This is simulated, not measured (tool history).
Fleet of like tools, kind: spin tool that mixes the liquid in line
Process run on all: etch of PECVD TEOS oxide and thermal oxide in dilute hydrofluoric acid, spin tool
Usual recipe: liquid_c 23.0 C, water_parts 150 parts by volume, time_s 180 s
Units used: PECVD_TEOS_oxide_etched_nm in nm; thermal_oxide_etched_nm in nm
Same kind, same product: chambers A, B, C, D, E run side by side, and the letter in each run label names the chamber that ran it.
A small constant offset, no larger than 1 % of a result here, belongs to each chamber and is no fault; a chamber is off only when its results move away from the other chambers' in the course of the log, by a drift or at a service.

run	hour	liquid_c	water_parts	time_s	hours since the thermometer was replaced	hours since the hydrofluoric acid flow meter was replaced	read-back film thickness of the PECVD TEOS oxide reference wafer, read on the same gauge (nm)	read-back film thickness of the thermal oxide reference wafer, read on the same gauge (nm)	PECVD_TEOS_oxide_etched_nm	thermal_oxide_etched_nm
1E	10.5	23.0	150	180	853.9	504.9	70.014	99.982	16.835	5.0528
2A	18.0	23.0	150	180	232.6	901.6	70.008	99.992	16.944	4.9671
3B	24.9	23.0	150	180	1636.6	206.1	69.982	99.992	17.025	5.0545
4D	32.5	23.0	150	180	405.5	567.1	69.988	100.030	16.534	4.9474
5C	38.2	27.0	150	180	1714.4	454.4	69.987	99.989	19.561	5.8804
6E	48.6	27.0	150	180	892.0	543.0	69.994	100.000	19.555	5.7766
# hour 53.7: chamber D: hydrofluoric acid flow meter replaced
7D	53.8	27.0	150	180	426.8	0.1	69.996	99.999	19.457	5.8035
8B	58.8	27.0	150	180	1670.5	240.0	69.997	99.986	19.749	5.8561
9C	66.1	27.0	150	180	1742.3	482.3	69.986	100.050	19.691	5.9201
10A	74.6	26.5	150	230	289.2	958.2	69.991	100.030	24.429	7.2506
11A	82.8	26.5	150	230	297.4	966.4	70.010	100.040	24.914	7.3490
12C	93.7	26.5	150	230	1769.9	509.9	70.003	99.998	24.724	7.3121
13B	99.4	26.5	150	230	1711.1	280.6	70.001	100.020	24.951	7.3178
14D	104.6	26.5	150	230	477.6	50.9	70.003	100.020	24.427	7.3506
15E	110.1	23.0	150	180	953.5	604.5	70.003	100.060	16.742	4.9904
16D	119.0	23.0	150	180	492.0	65.3	70.007	100.020	16.715	4.9261
# hour 126.5: chamber C: hydrofluoric acid flow meter replaced
17E	129.4	23.0	150	180	972.8	623.8	69.998	99.995	16.467	4.9789
18C	140.1	23.0	150	180	1816.3	13.7	69.995	100.010	17.067	5.0744
19A	149.8	23.0	150	180	364.4	1033.4	69.993	99.986	16.793	4.9567
20B	159.9	23.0	150	180	1771.6	341.1	69.986	100.030	17.088	5.1080
21C	165.5	23.0	150	180	1841.7	39.1	70.004	99.978	17.109	5.0371
22D	173.7	23.0	150	180	546.7	120.0	69.989	100.000	16.607	4.9464
23B	180.6	23.0	150	180	1792.3	361.8	69.993	100.010	17.088	5.0352
24E	186.4	23.0	150	180	1029.8	680.8	70.017	100.030	16.185	4.8022
25A	192.3	23.0	150	180	406.9	1075.9	70.001	100.020	16.906	5.0202
26E	197.9	18.5	95	180	1041.3	692.3	69.992	99.976	22.673	6.8066
27B	207.9	18.5	95	180	1819.6	389.1	69.998	100.040	23.338	7.0041
28A	215.3	18.5	95	180	429.9	1098.9	69.999	99.967	23.540	6.9782
29C	223.5	18.5	95	180	1899.7	97.1	69.988	99.990	24.184	7.1433
30D	230.9	18.5	95	180	603.9	177.2	70.023	100.020	23.338	6.8971
31B	238.2	23.0	150	180	1849.9	419.4	70.012	99.972	17.184	5.0833
32A	249.0	23.0	150	180	463.6	1132.6	70.001	99.953	16.649	5.0045
33E	257.7	23.0	150	180	1101.1	752.1	69.981	99.994	15.841	4.7650
34C	263.3	23.0	150	180	1939.5	136.9	69.983	99.968	16.968	5.1196
35D	268.5	23.0	150	180	641.5	214.8	69.989	100.010	16.427	4.9766
36A	276.2	23.0	150	180	490.8	1159.8	69.995	100.010	16.590	5.0064
37C	281.3	23.0	150	180	1957.5	154.9	69.989	100.020	17.020	5.0548

Does one chamber stand apart from the rest, does the shared gauge drift, or is all well apart from small per-chamber offsets? Give the chamber and the most likely cause, where there is one.

One chamber, E, drifts off from the rest bit by bit.
What lies behind it: hydrofluoric acid flow below the setpoint (%) = 5.49.
The log might look much the same if the cause were instead: liquid colder than its thermometer reads (K).

Below are 4 candidate recipes for chamber E's next run, each the usual settings with a change, their results shown as question marks. Which of them brings E's results back in line with what the other chambers give on the usual settings?
Maximum distance from the other chambers' mean on the usual settings for a result to count as in line: PECVD_TEOS_oxide_etched_nm 0.410 nm; thermal_oxide_etched_nm 0.1300 nm
38E-1	289.1	23.0	155	175					?	?
38E-2	289.1	23.0	150	185					?	?
38E-3	289.1	23.0	150	175					?	?
38E-4	289.1	23.0	145	185					?	?

On the usual settings, the other chambers give on average: PECVD_TEOS_oxide_etched_nm 16.874 nm; thermal_oxide_etched_nm 5.0162 nm
run	PECVD_TEOS_oxide_etched_nm	thermal_oxide_etched_nm
38E-1	14.694	4.3970
38E-2	16.141	4.8298
38E-3	15.268	4.5687
38E-4	16.792	5.0245
It is 38E-4 that realigns the chamber with its peers.
